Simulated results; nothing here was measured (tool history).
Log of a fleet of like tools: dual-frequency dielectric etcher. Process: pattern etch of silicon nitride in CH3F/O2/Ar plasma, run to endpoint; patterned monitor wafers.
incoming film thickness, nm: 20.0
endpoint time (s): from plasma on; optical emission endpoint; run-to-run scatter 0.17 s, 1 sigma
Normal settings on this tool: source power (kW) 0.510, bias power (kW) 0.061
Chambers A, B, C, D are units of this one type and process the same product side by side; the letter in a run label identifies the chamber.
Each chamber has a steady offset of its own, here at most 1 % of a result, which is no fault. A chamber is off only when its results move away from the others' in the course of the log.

run 1D hour=3.8 | source_power_(kW)=0.510 bias_power_(kW)=0.061 | endpoint_time_(s)=27.632
run 2B hour=8.0 | source_power_(kW)=0.510 bias_power_(kW)=0.061 | endpoint_time_(s)=28.113
run 3A hour=12.6 | source_power_(kW)=0.510 bias_power_(kW)=0.061 | endpoint_time_(s)=28.100
run 4C hour=14.9 | source_power_(kW)=0.510 bias_power_(kW)=0.061 | endpoint_time_(s)=28.294
run 5C hour=18.4 | source_power_(kW)=0.510 bias_power_(kW)=0.061 | endpoint_time_(s)=28.281
run 6D hour=20.8 | source_power_(kW)=0.510 bias_power_(kW)=0.061 | endpoint_time_(s)=27.588
run 7B hour=23.6 | source_power_(kW)=0.510 bias_power_(kW)=0.061 | endpoint_time_(s)=27.580
run 8A hour=26.0 | source_power_(kW)=0.470 bias_power_(kW)=0.074 | endpoint_time_(s)=27.372
run 9D hour=28.6 | source_power_(kW)=0.470 bias_power_(kW)=0.074 | endpoint_time_(s)=26.886
run 10C hour=31.0 | source_power_(kW)=0.470 bias_power_(kW)=0.074 | endpoint_time_(s)=26.887
run 11B hour=35.4 | source_power_(kW)=0.470 bias_power_(kW)=0.074 | endpoint_time_(s)=26.758
run 12A hour=38.3 | source_power_(kW)=0.510 bias_power_(kW)=0.061 | endpoint_time_(s)=27.873
run 13A hour=41.7 | source_power_(kW)=0.580 bias_power_(kW)=0.061 | endpoint_time_(s)=26.626
run 14B hour=44.7 | source_power_(kW)=0.580 bias_power_(kW)=0.061 | endpoint_time_(s)=26.327
run 15C hour=48.6 | source_power_(kW)=0.580 bias_power_(kW)=0.061 | endpoint_time_(s)=26.811
run 16D hour=52.4 | source_power_(kW)=0.580 bias_power_(kW)=0.061 | endpoint_time_(s)=26.424
run 17D hour=56.6 | source_power_(kW)=0.510 bias_power_(kW)=0.061 | endpoint_time_(s)=27.770
run 18A hour=58.8 | source_power_(kW)=0.510 bias_power_(kW)=0.061 | endpoint_time_(s)=27.876
run 19C hour=62.6 | source_power_(kW)=0.510 bias_power_(kW)=0.061 | endpoint_time_(s)=27.942
run 20B hour=64.9 | source_power_(kW)=0.510 bias_power_(kW)=0.061 | endpoint_time_(s)=27.528
run 21A hour=68.8 | source_power_(kW)=0.510 bias_power_(kW)=0.061 | endpoint_time_(s)=27.670
run 22C hour=73.1 | source_power_(kW)=0.510 bias_power_(kW)=0.061 | endpoint_time_(s)=28.231
run 23D hour=78.0 | source_power_(kW)=0.510 bias_power_(kW)=0.061 | endpoint_time_(s)=27.745
run 24B hour=80.3 | source_power_(kW)=0.510 bias_power_(kW)=0.061 | endpoint_time_(s)=27.613
run 25D hour=85.0 | source_power_(kW)=0.430 bias_power_(kW)=0.054 | endpoint_time_(s)=30.979
run 26C hour=88.9 | source_power_(kW)=0.430 bias_power_(kW)=0.054 | endpoint_time_(s)=31.053
run 27B hour=91.1 | source_power_(kW)=0.430 bias_power_(kW)=0.054 | endpoint_time_(s)=30.928
run 28A hour=95.5 | source_power_(kW)=0.430 bias_power_(kW)=0.054 | endpoint_time_(s)=31.119
run 29D hour=100.4 | source_power_(kW)=0.460 bias_power_(kW)=0.052 | endpoint_time_(s)=30.484
run 30A hour=103.5 | source_power_(kW)=0.460 bias_power_(kW)=0.052 | endpoint_time_(s)=30.578
run 31B hour=106.6 | source_power_(kW)=0.460 bias_power_(kW)=0.052 | endpoint_time_(s)=30.410
run 32C hour=110.8 | source_power_(kW)=0.460 bias_power_(kW)=0.052 | endpoint_time_(s)=30.631
run 33B hour=115.4 | source_power_(kW)=0.510 bias_power_(kW)=0.061 | endpoint_time_(s)=27.792
run 34C hour=118.6 | source_power_(kW)=0.510 bias_power_(kW)=0.061 | endpoint_time_(s)=27.890
run 35D hour=120.8 | source_power_(kW)=0.510 bias_power_(kW)=0.061 | endpoint_time_(s)=27.474
run 36A hour=124.4 | source_power_(kW)=0.510 bias_power_(kW)=0.061 | endpoint_time_(s)=27.745
run 37B hour=128.1 | source_power_(kW)=0.390 bias_power_(kW)=0.061 | endpoint_time_(s)=30.938
run 38A hour=132.7 | source_power_(kW)=0.390 bias_power_(kW)=0.061 | endpoint_time_(s)=31.162
run 39D hour=137.3 | source_power_(kW)=0.390 bias_power_(kW)=0.061 | endpoint_time_(s)=30.704
run 40C hour=141.8 | source_power_(kW)=0.390 bias_power_(kW)=0.061 | endpoint_time_(s)=30.989
run 41B hour=144.0 | source_power_(kW)=0.510 bias_power_(kW)=0.061 | endpoint_time_(s)=27.581
run 42C hour=148.3 | source_power_(kW)=0.510 bias_power_(kW)=0.061 | endpoint_time_(s)=28.056
-- hour=148.6 chamber A: wet clean of the chamber
run 43D hour=151.6 | source_power_(kW)=0.510 bias_power_(kW)=0.061 | endpoint_time_(s)=27.791
run 44A hour=155.3 | source_power_(kW)=0.510 bias_power_(kW)=0.061 | endpoint_time_(s)=27.966

Next, every chamber runs the same settings. What will each give?
run 45A hour=158.8 | source_power_(kW)=0.590 bias_power_(kW)=0.061 | endpoint_time_(s)=?
run 45B hour=158.8 | source_power_(kW)=0.590 bias_power_(kW)=0.061 | endpoint_time_(s)=?
run 45C hour=158.8 | source_power_(kW)=0.590 bias_power_(kW)=0.061 | endpoint_time_(s)=?
run 45D hour=158.8 | source_power_(kW)=0.590 bias_power_(kW)=0.061 | endpoint_time_(s)=?

run=45A endpoint_time_(s)=26.114
run=45B endpoint_time_(s)=26.213
run=45C endpoint_time_(s)=26.226
run=45D endpoint_time_(s)=26.180
